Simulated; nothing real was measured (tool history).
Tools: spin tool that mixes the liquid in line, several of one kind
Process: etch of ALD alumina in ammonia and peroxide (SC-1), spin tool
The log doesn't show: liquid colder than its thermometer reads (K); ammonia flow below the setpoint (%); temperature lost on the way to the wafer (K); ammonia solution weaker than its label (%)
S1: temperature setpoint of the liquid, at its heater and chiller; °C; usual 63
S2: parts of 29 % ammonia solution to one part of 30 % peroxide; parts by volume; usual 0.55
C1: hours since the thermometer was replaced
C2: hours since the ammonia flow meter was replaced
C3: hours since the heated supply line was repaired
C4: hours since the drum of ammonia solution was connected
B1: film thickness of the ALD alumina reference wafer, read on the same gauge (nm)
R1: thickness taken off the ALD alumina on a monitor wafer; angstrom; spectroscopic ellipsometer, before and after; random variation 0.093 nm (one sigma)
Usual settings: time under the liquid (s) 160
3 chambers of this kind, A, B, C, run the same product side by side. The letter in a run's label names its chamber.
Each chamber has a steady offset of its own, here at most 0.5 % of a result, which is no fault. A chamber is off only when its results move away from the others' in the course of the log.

Run 1C, hour 2.4: usual settings; C1 2474.3; C2 190.4; C3 2374.9; C4 382.1; B1 89.979. Result: R1 98.441 angstrom.
Run 2B, hour 6.6: usual settings; C1 250.6; C2 155.5; C3 2917.1; C4 941.3; B1 90.011. Result: R1 98.569 angstrom.
Run 3A, hour 9.7: usual settings; C1 1001.4; C2 787.7; C3 156.1; C4 41.5; B1 90.014. Result: R1 97.806 angstrom.
Run 4B, hour 12.6: usual settings; C1 256.6; C2 161.5; C3 2923.1; C4 947.3; B1 89.997. Result: R1 98.165 angstrom.
Run 5C, hour 16.6: usual settings; C1 2488.5; C2 204.6; C3 2389.1; C4 396.3; B1 90.004. Result: R1 96.228 angstrom.
Run 6A, hour 19.1: usual settings; C1 1010.8; C2 797.1; C3 165.5; C4 50.9; B1 89.988. Result: R1 98.285 angstrom.
Run 7A, hour 21.2: usual settings; C1 1012.9; C2 799.2; C3 167.6; C4 53; B1 90.005. Result: R1 99.868 angstrom.
Run 8B, hour 25.3: usual settings; C1 269.3; C2 174.2; C3 2935.8; C4 960; B1 90.017. Result: R1 97.736 angstrom.
Run 9C, hour 29.1: usual settings; C1 2501; C2 217.1; C3 2401.6; C4 408.8; B1 90.013. Result: R1 97.164 angstrom.
Run 10B, hour 32.1: usual settings; C1 276.1; C2 181; C3 2942.6; C4 966.8; B1 90.006. Result: R1 99.352 angstrom.
At hour 32.5: chamber C: thermometer replaced.
Run 11A, hour 34.3: usual settings; C1 1026; C2 812.3; C3 180.7; C4 66.1; B1 90.005. Result: R1 97.805 angstrom.
Run 12C, hour 37: usual settings; C1 4.6; C2 225; C3 2409.5; C4 416.7; B1 90.018. Result: R1 98.847 angstrom.
Run 13B, hour 41.9: usual settings; C1 285.9; C2 190.8; C3 2952.4; C4 976.6; B1 90.044. Result: R1 99.01 angstrom.
Run 14A, hour 46: usual settings; C1 1037.7; C2 824; C3 192.4; C4 77.8; B1 89.99. Result: R1 99.375 angstrom.
Run 15C, hour 50.2: usual settings; C1 17.8; C2 238.2; C3 2422.7; C4 429.9; B1 89.993. Result: R1 98.857 angstrom.
Run 16A, hour 54.2: usual settings; C1 1045.9; C2 832.2; C3 200.6; C4 86; B1 89.97. Result: R1 98.016 angstrom.
Run 17C, hour 58.3: usual settings; C1 25.9; C2 246.3; C3 2430.8; C4 438; B1 89.994. Result: R1 97.478 angstrom.
Run 18B, hour 63.2: usual settings; C1 307.2; C2 212.1; C3 2973.7; C4 997.9; B1 90.037. Result: R1 97.271 angstrom.
Run 19A, hour 66.2: usual settings; C1 1057.9; C2 844.2; C3 212.6; C4 98; B1 89.976. Result: R1 97.427 angstrom.
Run 20B, hour 70.2: usual settings but S1 70 °C, time under the liquid (s) 100; C1 314.2; C2 219.1; C3 2980.7; C4 1004.9; B1 89.973. Result: R1 86.647 angstrom.
Run 21C, hour 72.4: usual settings but S1 70 °C, time under the liquid (s) 100; C1 40; C2 260.4; C3 2444.9; C4 452.1; B1 89.996. Result: R1 85.473 angstrom.
Run 22B, hour 76.6: usual settings but S1 70 °C, time under the liquid (s) 100; C1 320.6; C2 225.5; C3 2987.1; C4 1011.3; B1 90.008. Result: R1 87.129 angstrom.
Run 23C, hour 80.8: usual settings but time under the liquid (s) 70; C1 48.4; C2 268.8; C3 2453.3; C4 460.5; B1 89.977. Result: R1 42.62 angstrom.
Run 24A, hour 85.4: usual settings but time under the liquid (s) 70; C1 1077.1; C2 863.4; C3 231.8; C4 117.2; B1 89.985. Result: R1 42.993 angstrom.
Run 25A, hour 88.5: usual settings but time under the liquid (s) 70; C1 1080.2; C2 866.5; C3 234.9; C4 120.3; B1 90.009. Result: R1 43.867 angstrom.
Run 26B, hour 92: usual settings; C1 336; C2 240.9; C3 3002.5; C4 1026.7; B1 89.992. Result: R1 97.275 angstrom.
Run 27C, hour 94.3: usual settings; C1 61.9; C2 282.3; C3 2466.8; C4 474; B1 89.965. Result: R1 98.527 angstrom.
Run 28C, hour 96.6: usual settings but S1 53.5 °C; C1 64.2; C2 284.6; C3 2469.1; C4 476.3; B1 90.005. Result: R1 59.486 angstrom.

Is one chamber off against the others, does the gauge drift, or is nothing wrong? If a chamber is off, say which, and what the likeliest cause is.

No chamber stands off beyond its own small offset, and the gauge holds steady.
